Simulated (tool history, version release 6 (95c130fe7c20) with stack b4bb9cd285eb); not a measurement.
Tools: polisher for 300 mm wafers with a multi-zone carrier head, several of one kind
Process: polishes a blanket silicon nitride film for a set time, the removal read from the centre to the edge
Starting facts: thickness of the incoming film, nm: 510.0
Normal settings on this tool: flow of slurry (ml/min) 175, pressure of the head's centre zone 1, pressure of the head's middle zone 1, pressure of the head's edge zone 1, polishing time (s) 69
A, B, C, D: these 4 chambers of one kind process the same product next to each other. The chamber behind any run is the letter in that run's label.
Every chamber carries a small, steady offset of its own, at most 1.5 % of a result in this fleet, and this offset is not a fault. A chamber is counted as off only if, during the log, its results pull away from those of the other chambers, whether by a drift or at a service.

| run | day | flow of slurry (ml/min) | pressure of the head's centre zone | pressure of the head's middle zone | pressure of the head's edge zone | polishing time (s) | film removed at the wafer's centre (nm) | film removed at mid-radius (nm) | film removed at the wafer's edge (nm) |
|---|---|---|---|---|---|---|---|---|---|
| 1A | 0.183 | 175 | 1 | 1 | 1 | 69 | 132.44 | 131.38 | 135.51 |
| 2D | 0.304 | 175 | 1 | 1 | 1 | 69 | 135.9 | 135.26 | 136.59 |
| 3C | 0.429 | 175 | 1 | 1 | 1 | 69 | 136.35 | 135.29 | 136.63 |
| 4B | 0.575 | 175 | 1 | 1 | 1 | 69 | 135.42 | 134.51 | 133.34 |
| 5A | 0.692 | 175 | 1 | 1 | 1 | 69 | 134.73 | 135.22 | 136.75 |
|  | 0.696 | chamber A: worn pad replaced by a new one |
| 6D | 0.842 | 175 | 1 | 1.11 | 1 | 69 | 139.4 | 148.26 | 136.63 |
| 7B | 0.971 | 175 | 1 | 1.11 | 1 | 69 | 136.34 | 148.7 | 135.22 |
| 8C | 1.154 | 175 | 1 | 1.11 | 1 | 69 | 136.57 | 146.87 | 134.4 |
| 9D | 1.312 | 175 | 1 | 1.11 | 1 | 69 | 137.55 | 148.63 | 137.49 |
| 10B | 1.483 | 175 | 0.93 | 1 | 1 | 69 | 125.81 | 134.5 | 138.5 |
|  | 1.538 | chamber B: centre zone pressure recalibrated |
| 11C | 1.696 | 175 | 0.93 | 1 | 1 | 69 | 122.96 | 136.2 | 136.17 |
| 12A | 1.812 | 175 | 0.93 | 1 | 1 | 69 | 125.34 | 135.83 | 138.51 |
| 13D | 1.988 | 175 | 0.93 | 1 | 1 | 69 | 128.38 | 135.98 | 136.34 |
| 14C | 2.112 | 175 | 1 | 1 | 1 | 69 | 134.77 | 133.6 | 137.38 |
|  | 2.15 | chamber C: worn pad replaced by a new one |
| 15B | 2.267 | 175 | 1 | 1 | 1 | 69 | 133.82 | 136.05 | 132.16 |
| 16A | 2.396 | 175 | 1 | 1 | 1 | 69 | 134.8 | 134.54 | 137.14 |
|  | 2.4 | chamber D: centre zone pressure recalibrated |
| 17A | 2.554 | 175 | 1 | 1 | 1 | 69 | 133.24 | 134.22 | 136.04 |
| 18B | 2.675 | 175 | 1 | 1 | 1 | 69 | 135.47 | 134.84 | 136.03 |
|  | 2.679 | chamber B: worn pad replaced by a new one |
| 19D | 2.8 | 175 | 1 | 1 | 1 | 69 | 128.82 | 136.94 | 136.08 |
|  | 2.9 | chamber D: worn pad replaced by a new one |
| 20C | 2.904 | 175 | 1 | 1 | 1 | 69 | 136.71 | 134.66 | 136.91 |
| 21C | 2.996 | 175 | 1 | 1 | 1 | 69 | 135.81 | 135.07 | 137.21 |
| 22D | 3.129 | 175 | 1 | 1 | 1 | 69 | 125.62 | 134.12 | 133.71 |
| 23A | 3.242 | 175 | 1 | 1 | 1 | 69 | 136.25 | 133.84 | 138.38 |
| 24B | 3.371 | 175 | 1 | 1 | 1 | 69 | 137.3 | 135.64 | 134.92 |
| 25D | 3.475 | 175 | 1 | 1 | 1 | 81 | 149.94 | 158.68 | 156.26 |
| 26A | 3.625 | 175 | 1 | 1 | 1 | 81 | 161.98 | 158.37 | 154.88 |
| 27B | 3.804 | 175 | 1 | 1 | 1 | 81 | 159.81 | 160.35 | 159.4 |
| 28C | 3.908 | 175 | 1 | 1 | 1 | 81 | 160.6 | 156.58 | 159.37 |

Has any chamber moved away from the others, gradually or after a service, or does the common gauge drift, or do the chambers differ only by their own small steady offsets? State the chamber and the most likely cause if one applies.

A service on chamber D put it out of line with the rest.
Likeliest cause: centre zone's pressure below its setpoint, % = 5.81.

Here are 4 candidates for chamber D's next run, each the usual settings with a change, their results left as question marks. Which one brings its results back in line with what the others give on the usual settings?
To be in line, a result may differ from the other chambers' mean on the usual settings by at most: film removed at the wafer's centre (nm) 6; film removed at mid-radius (nm) 3.5; film removed at the wafer's edge (nm) 5.1
| 29D-1 | 4.058 | 170 | 0.95 | 1.01 | 1.02 | 69 | ? | ? | ? |
| 29D-2 | 4.058 | 180 | 1.05 | 0.99 | 0.98 | 69 | ? | ? | ? |
| 29D-3 | 4.058 | 185 | 1.11 | 0.97 | 0.96 | 69 | ? | ? | ? |
| 29D-4 | 4.058 | 165 | 0.89 | 1.03 | 1.04 | 69 | ? | ? | ? |

Usual-settings mean across the other chambers: film removed at the wafer's centre (nm) 136.03; film removed at mid-radius (nm) 134.52; film removed at the wafer's edge (nm) 135.49
| run | film removed at the wafer's centre (nm) | film removed at mid-radius (nm) | film removed at the wafer's edge (nm) |
|---|---|---|---|
| 29D-1 | 119.57 | 136.22 | 136.77 |
| 29D-2 | 134.88 | 134.88 | 134.87 |
| 29D-3 | 143.99 | 132.87 | 133.89 |
| 29D-4 | 110.6 | 138.09 | 137.64 |
The answer is 29D-2, which returns the chamber to within the allowed miss of the others.

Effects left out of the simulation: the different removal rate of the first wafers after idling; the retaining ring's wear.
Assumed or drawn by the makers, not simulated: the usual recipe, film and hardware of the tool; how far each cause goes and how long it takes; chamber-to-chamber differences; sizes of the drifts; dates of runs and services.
